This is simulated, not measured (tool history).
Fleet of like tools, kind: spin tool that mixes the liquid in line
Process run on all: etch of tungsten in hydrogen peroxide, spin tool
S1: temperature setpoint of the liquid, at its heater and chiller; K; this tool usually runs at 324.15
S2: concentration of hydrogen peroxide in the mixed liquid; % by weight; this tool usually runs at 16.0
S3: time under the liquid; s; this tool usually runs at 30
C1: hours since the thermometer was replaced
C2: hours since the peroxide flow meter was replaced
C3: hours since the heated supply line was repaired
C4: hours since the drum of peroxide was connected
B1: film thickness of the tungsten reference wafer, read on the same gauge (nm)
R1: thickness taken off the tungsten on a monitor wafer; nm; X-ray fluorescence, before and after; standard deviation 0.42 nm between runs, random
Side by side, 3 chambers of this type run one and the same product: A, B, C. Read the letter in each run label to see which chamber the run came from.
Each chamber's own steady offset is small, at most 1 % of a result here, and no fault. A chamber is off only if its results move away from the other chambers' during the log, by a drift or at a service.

run	hour	S1	S2	S3	C1	C2	C3	C4	B1	R1
1B	11.8	324.15	16.0	30	260.3	1128.3	425.0	303.2	39.975	57.743
2A	20.8	324.15	16.0	30	671.5	882.2	947.3	405.1	39.970	57.257
3C	32.3	324.15	16.0	30	1911.9	1248.6	952.7	150.1	40.015	58.116
# hour 32.6: chamber B: new drum of peroxide connected
4B	41.6	324.15	16.0	30	290.1	1158.1	454.8	9.1	40.017	57.420
5A	49.2	324.15	16.0	30	699.9	910.6	975.7	433.5	40.028	57.769
6C	56.2	324.15	16.0	30	1935.8	1272.5	976.6	174.0	39.983	57.991
7B	64.8	324.15	16.0	30	313.3	1181.3	478.0	32.3	39.992	57.472
8A	75.0	324.15	16.0	30	725.7	936.4	1001.5	459.3	40.001	56.949
9C	81.4	324.15	16.0	30	1961.0	1297.7	1001.8	199.2	39.972	57.723
10B	88.2	324.15	16.0	30	336.7	1204.7	501.4	55.7	39.995	57.265
11A	94.7	319.15	16.0	40	745.4	956.1	1021.2	479.0	39.982	55.740
12C	103.7	319.15	16.0	40	1983.3	1320.0	1024.1	221.5	40.013	56.361
13A	109.1	319.15	16.0	40	759.8	970.5	1035.6	493.4	40.025	55.185
14C	118.3	324.15	13.0	15	1997.9	1334.6	1038.7	236.1	39.996	25.753
15B	124.4	324.15	13.0	15	372.9	1240.9	537.6	91.9	40.005	25.971
16C	136.2	324.15	13.0	15	2015.8	1352.5	1056.6	254.0	40.009	25.851
17B	143.4	324.15	16.0	30	391.9	1259.9	556.6	110.9	40.050	57.285
18A	153.5	324.15	16.0	30	804.2	1014.9	1080.0	537.8	39.992	57.707
19C	160.4	324.15	16.0	30	2040.0	1376.7	1080.8	278.2	39.994	58.483
20B	170.9	324.15	12.5	30	419.4	1287.4	584.1	138.4	39.974	50.448
21A	182.4	324.15	12.5	30	833.1	1043.8	1108.9	566.7	39.977	50.496
22B	191.1	324.15	12.5	30	439.6	1307.6	604.3	158.6	39.995	51.019
23C	201.9	324.15	16.0	20	2081.5	1418.2	1122.3	319.7	39.992	38.783
24A	210.3	324.15	16.0	20	861.0	1071.7	1136.8	594.6	40.025	37.400
# hour 211.1: chamber C: peroxide flow meter replaced
25B	222.1	324.15	16.0	20	470.6	1338.6	635.3	189.6	40.032	38.259
26A	227.6	324.15	16.0	30	878.3	1089.0	1154.1	611.9	39.973	55.220
27C	233.7	324.15	16.0	30	2113.3	22.7	1154.1	351.5	40.008	56.981
28A	242.7	324.15	16.0	30	893.4	1104.1	1169.2	627.0	40.031	55.057
# hour 249.4: chamber C: new drum of peroxide connected
29B	252.4	333.15	16.0	30	500.9	1368.9	665.6	219.9	40.010	98.354
30C	263.3	333.15	16.0	30	2142.9	52.3	1183.7	13.9	40.008	100.520
31C	270.8	333.15	16.0	30	2150.4	59.8	1191.2	21.4	39.995	99.612
32B	276.4	324.15	16.0	30	524.9	1392.9	689.6	243.9	40.036	57.908
33A	282.6	324.15	16.0	30	933.3	1144.0	1209.1	666.9	40.030	54.593
34B	293.2	324.15	16.0	30	541.7	1409.7	706.4	260.7	39.972	57.567
# hour 296.2: chamber B: peroxide flow meter replaced
35A	300.8	324.15	16.0	30	951.5	1162.2	1227.3	685.1	40.006	52.985
# hour 301.8: chamber A: thermometer replaced
36C	313.5	324.15	16.0	30	2193.1	102.5	1233.9	64.1	40.018	58.149
37B	322.0	324.15	16.0	30	570.5	25.9	735.2	289.5	39.990	57.423
38A	331.6	324.15	16.0	30	29.9	1193.0	1258.1	715.9	40.013	52.569
# hour 333.6: chamber B: new drum of peroxide connected
39C	342.5	324.15	16.0	30	2222.1	131.5	1262.9	93.1	40.020	57.983
40B	351.1	324.15	16.0	30	599.6	55.0	764.3	17.6	39.997	57.571

All 3 chambers run these settings next. Forecast each chamber's results:
41A	360.1	324.15	16.0	30						?
41B	360.1	324.15	16.0	30						?
41C	360.1	324.15	16.0	30						?

run	R1
41A	52.376
41B	57.890
41C	58.079

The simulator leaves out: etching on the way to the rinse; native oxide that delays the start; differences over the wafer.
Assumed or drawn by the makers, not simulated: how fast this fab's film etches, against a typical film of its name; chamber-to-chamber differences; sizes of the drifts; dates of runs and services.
